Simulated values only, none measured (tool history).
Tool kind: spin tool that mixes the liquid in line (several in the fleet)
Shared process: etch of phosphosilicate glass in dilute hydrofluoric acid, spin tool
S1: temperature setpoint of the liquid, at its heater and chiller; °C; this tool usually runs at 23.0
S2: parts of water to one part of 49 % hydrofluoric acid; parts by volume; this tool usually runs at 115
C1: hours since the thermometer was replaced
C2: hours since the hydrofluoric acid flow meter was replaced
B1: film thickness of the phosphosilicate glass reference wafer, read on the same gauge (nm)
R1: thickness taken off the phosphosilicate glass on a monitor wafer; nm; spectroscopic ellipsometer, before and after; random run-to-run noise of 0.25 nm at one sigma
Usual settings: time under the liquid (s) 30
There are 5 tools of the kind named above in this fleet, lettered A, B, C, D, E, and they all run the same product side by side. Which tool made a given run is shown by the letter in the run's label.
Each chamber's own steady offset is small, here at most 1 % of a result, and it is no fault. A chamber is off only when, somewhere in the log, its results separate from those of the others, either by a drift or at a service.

Run 1C, hour 7.0: usual settings; C1 2802.6; C2 418.3; B1 50.061. Result: R1 33.955 nm.
Run 2A, hour 21.6: usual settings; C1 2072.2; C2 709.5; B1 50.042. Result: R1 33.284 nm.
Run 3D, hour 34.4: usual settings; C1 824.2; C2 1410.1; B1 49.979. Result: R1 33.951 nm.
Run 4E, hour 41.2: usual settings; C1 945.9; C2 1458.2; B1 49.978. Result: R1 33.774 nm.
Run 5B, hour 52.0: usual settings but S1 25.5 °C, time under the liquid (s) 15; C1 316.7; C2 168.6; B1 50.018. Result: R1 18.745 nm.
At hour 55.8: chamber C: hydrofluoric acid flow meter replaced.
Run 6D, hour 59.1: usual settings but S1 25.5 °C, time under the liquid (s) 15; C1 848.9; C2 1434.8; B1 50.007. Result: R1 18.811 nm.
Run 7C, hour 68.0: usual settings but S1 25.5 °C, time under the liquid (s) 15; C1 2863.6; C2 12.2; B1 50.031. Result: R1 18.725 nm.
Run 8B, hour 77.0: usual settings but S1 25.5 °C, time under the liquid (s) 15; C1 341.7; C2 193.6; B1 49.957. Result: R1 18.715 nm.
Run 9E, hour 92.5: usual settings but S1 25.5 °C, time under the liquid (s) 15; C1 997.2; C2 1509.5; B1 50.001. Result: R1 18.606 nm.
Run 10A, hour 100.8: usual settings; C1 2151.4; C2 788.7; B1 49.996. Result: R1 33.720 nm.
Run 11A, hour 111.1: usual settings; C1 2161.7; C2 799.0; B1 49.995. Result: R1 33.434 nm.
Run 12B, hour 120.7: usual settings; C1 385.4; C2 237.3; B1 50.028. Result: R1 34.148 nm.
Run 13C, hour 135.5: usual settings; C1 2931.1; C2 79.7; B1 49.960. Result: R1 34.235 nm.
Run 14E, hour 150.5: usual settings; C1 1055.2; C2 1567.5; B1 50.031. Result: R1 34.137 nm.
At hour 156.0: chamber E: hydrofluoric acid flow meter replaced.
Run 15D, hour 165.6: usual settings; C1 955.4; C2 1541.3; B1 49.949. Result: R1 34.361 nm.
Run 16C, hour 176.3: usual settings; C1 2971.9; C2 120.5; B1 50.009. Result: R1 33.993 nm.
At hour 185.8: chamber C: thermometer replaced.
At hour 185.9: chamber E: thermometer replaced.
Run 17B, hour 190.5: usual settings; C1 455.2; C2 307.1; B1 50.049. Result: R1 34.001 nm.
Run 18E, hour 204.1: usual settings; C1 18.2; C2 48.1; B1 50.010. Result: R1 33.870 nm.
Run 19D, hour 219.5: usual settings; C1 1009.3; C2 1595.2; B1 49.956. Result: R1 33.902 nm.
Run 20A, hour 228.3: usual settings; C1 2278.9; C2 916.2; B1 49.992. Result: R1 33.739 nm.
Run 21E, hour 238.8: usual settings but S2 75 parts by volume, time under the liquid (s) 20; C1 52.9; C2 82.8; B1 49.983. Result: R1 36.317 nm.
At hour 242.2: chamber A: hydrofluoric acid flow meter replaced.
Run 22D, hour 246.0: usual settings but S2 75 parts by volume, time under the liquid (s) 20; C1 1035.8; C2 1621.7; B1 50.000. Result: R1 36.180 nm.
Run 23C, hour 253.1: usual settings but S2 75 parts by volume, time under the liquid (s) 20; C1 67.4; C2 197.3; B1 50.052. Result: R1 36.459 nm.
Run 24A, hour 262.5: usual settings but S2 75 parts by volume, time under the liquid (s) 20; C1 2313.1; C2 20.4; B1 50.010. Result: R1 36.799 nm.
Run 25B, hour 276.6: usual settings but S2 75 parts by volume, time under the liquid (s) 20; C1 541.3; C2 393.2; B1 50.025. Result: R1 36.287 nm.
Run 26C, hour 292.0: usual settings; C1 106.3; C2 236.2; B1 49.956. Result: R1 34.061 nm.
Run 27D, hour 299.4: usual settings; C1 1089.2; C2 1675.1; B1 49.974. Result: R1 33.801 nm.
Run 28E, hour 313.1: usual settings; C1 127.2; C2 157.1; B1 49.999. Result: R1 34.173 nm.
Run 29B, hour 325.9: usual settings; C1 590.6; C2 442.5; B1 50.001. Result: R1 34.426 nm.
Run 30A, hour 335.3: usual settings; C1 2385.9; C2 93.2; B1 50.046. Result: R1 34.204 nm.
Run 31A, hour 349.6: usual settings; C1 2400.2; C2 107.5; B1 50.045. Result: R1 33.766 nm.
At hour 351.7: chamber A: thermometer replaced.
Run 32D, hour 358.8: usual settings; C1 1148.6; C2 1734.5; B1 50.034. Result: R1 33.440 nm.
Run 33C, hour 370.0: usual settings but S1 20.5 °C, time under the liquid (s) 40; C1 184.3; C2 314.2; B1 49.976. Result: R1 41.152 nm.
Run 34E, hour 382.5: usual settings but S1 20.5 °C, time under the liquid (s) 40; C1 196.6; C2 226.5; B1 50.027. Result: R1 41.295 nm.
Run 35B, hour 389.7: usual settings but S1 20.5 °C, time under the liquid (s) 40; C1 654.4; C2 506.3; B1 49.976. Result: R1 40.735 nm.
Run 36D, hour 404.3: usual settings but S1 20.5 °C, time under the liquid (s) 40; C1 1194.1; C2 1780.0; B1 50.010. Result: R1 39.779 nm.
Run 37A, hour 419.6: usual settings but S1 20.5 °C, time under the liquid (s) 40; C1 68.0; C2 177.5; B1 49.969. Result: R1 41.014 nm.
Run 38B, hour 435.1: usual settings; C1 699.8; C2 551.7; B1 49.965. Result: R1 34.430 nm.
Run 39C, hour 446.6: usual settings; C1 260.9; C2 390.8; B1 50.020. Result: R1 34.109 nm.
Run 40E, hour 460.9: usual settings; C1 275.0; C2 304.9; B1 49.984. Result: R1 33.946 nm.
Run 41E, hour 469.1: usual settings; C1 283.2; C2 313.1; B1 50.032. Result: R1 33.584 nm.
Run 42A, hour 478.3: usual settings; C1 126.7; C2 236.2; B1 50.037. Result: R1 34.011 nm.
Run 43B, hour 487.3: usual settings but S1 21.0 °C, time under the liquid (s) 40; C1 752.0; C2 603.9; B1 50.005. Result: R1 41.856 nm.
Run 44D, hour 499.2: usual settings but S1 21.0 °C, time under the liquid (s) 40; C1 1289.0; C2 1874.9; B1 49.984. Result: R1 39.994 nm.

Next, every chamber runs the same settings. What will each give?
Run 45A, hour 510.4: usual settings. Result: R1 ?.
Run 45B, hour 510.4: usual settings. Result: R1 ?.
Run 45C, hour 510.4: usual settings. Result: R1 ?.
Run 45D, hour 510.4: usual settings. Result: R1 ?.
Run 45E, hour 510.4: usual settings. Result: R1 ?.

run      R1
45A  33.754
45B  33.922
45C  34.000
45D  32.735
45E  34.126
